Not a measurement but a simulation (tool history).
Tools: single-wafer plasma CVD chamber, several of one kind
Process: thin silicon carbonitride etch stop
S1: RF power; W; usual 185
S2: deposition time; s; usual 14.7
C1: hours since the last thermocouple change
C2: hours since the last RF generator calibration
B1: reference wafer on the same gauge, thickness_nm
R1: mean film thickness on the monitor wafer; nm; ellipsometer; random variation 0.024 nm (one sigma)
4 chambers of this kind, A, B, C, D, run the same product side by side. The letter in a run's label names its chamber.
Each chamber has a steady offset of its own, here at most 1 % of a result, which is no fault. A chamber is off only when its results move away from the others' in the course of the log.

run   hour   S1    S2      C1      C2      B1      R1
 1A   15.5  185  14.7   130.8  1238.7  7.5149  8.1951
 2C   23.3  185  14.7   868.6   356.2  7.5216  8.2065
 3D   34.9  185  14.7   915.9   857.2  7.5214  8.1887
 4B     47  185  14.7     417   816.3  7.5244   8.253
 5B     61  185  14.7     431   830.3  7.5164  8.2248
 6D   69.7  185  14.7   950.7     892  7.5221  8.1712
 7A   84.5  185  14.7   199.8  1307.7  7.5197  8.1836
 8C     92  185  14.7   937.3   424.9   7.521  8.1987
     101.2  -- chamber A: RF generator calibrated
 9B    106  185  14.7     476   875.3    7.52  8.2258
10A  118.5  185  14.7   233.8    17.3  7.5212  8.2501
11D  129.1  185  14.7  1010.1   951.4   7.524  8.1393
12C  143.8  185  14.7   989.1   476.7  7.5175  8.1909
13A  155.4  185  14.7   270.7    54.2  7.5176  8.1641
14D  167.9  185  14.7  1048.9   990.2  7.5212  8.2048
15C  175.5  185  14.7  1020.8   508.4  7.5205  8.1716
16B  183.5  185  14.7   553.5   952.8  7.5255  8.2106
17C  197.5  185  14.7  1042.8   530.4  7.5182   8.111
18D  205.9  185  14.7  1086.9  1028.2   7.527  8.2011
19A  220.3  185  14.7   335.6   119.1  7.5183   8.208
20B  229.4  185  14.7   599.4   998.7  7.5201  8.2308
21A    244  200  13.8   359.3   142.8  7.5208   7.912
22B  260.1  200  13.8   630.1  1029.4  7.5239  7.8653
23C  270.7  200  13.8    1116   603.6  7.5164  7.8055
24D  281.7  200  13.8  1162.7    1104  7.5185  7.8927
25B  292.3  185  14.7   662.3  1061.6  7.5251  8.1939
26C  305.3  185  12.7  1150.6   638.2  7.5197  7.0237
27A  319.1  185  12.7   434.4   217.9   7.521  7.0529
     329.4  -- chamber D: RF generator calibrated
28D  330.6  185  12.7  1211.6     1.2  7.5296  7.0674
29B  346.2  185  12.7   716.2  1115.5  7.5197  7.1107
30A  358.6  185  14.7   473.9   257.4  7.5258  8.1815
31D  369.3  185  14.7  1250.3    39.9  7.5169  8.1439
32C    377  210  15.7  1222.3   709.9  7.5207   8.956
33B  386.1  210  15.7   756.1  1155.4  7.5173  9.1641
34C  401.6  210  15.7  1246.9   734.5  7.5256    8.93
35A  415.9  210  15.7   531.2   314.7  7.5147  9.1253
36D  429.8  155  13.3  1310.8   100.4  7.5173  7.0297
     444.2  -- chamber B: RF generator calibrated
37D  444.5  155  13.3  1325.5   115.1  7.5256  7.0355
38A  460.6  155  13.3   575.9   359.4  7.5208  7.0526
39B  474.9  155  13.3   844.9    30.8  7.5163  7.1098
40C    487  185  14.7  1332.3   819.9  7.5139  8.0908
41A  503.2  185  14.7   618.5     402  7.5183  8.2234

Is one chamber off against the others, does the gauge drift, or is nothing wrong? If a chamber is off, say which, and what the likeliest cause is.

Chamber C drifts away from the others.
Cause: delivered RF power below the setpoint (%) = 7.15.

Here are 4 candidates for chamber C's next run, each the usual settings with a change, their results left as question marks. Which one brings its results back in line with what the others give on the usual settings?
In line means no further than this from the other chambers' mean on the usual settings: R1 0.085 nm
42C-1   515  185    15               ?
42C-2   515  185  14.1               ?
42C-3   515  215  14.7               ?
42C-4   515  170  14.7               ?

The other chambers' mean on the usual settings: R1 8.2062 nm
  run      R1
42C-1  8.1759
42C-2  7.6854
42C-3  8.3804
42C-4  7.8126
42C-1 brings the chamber back in line.
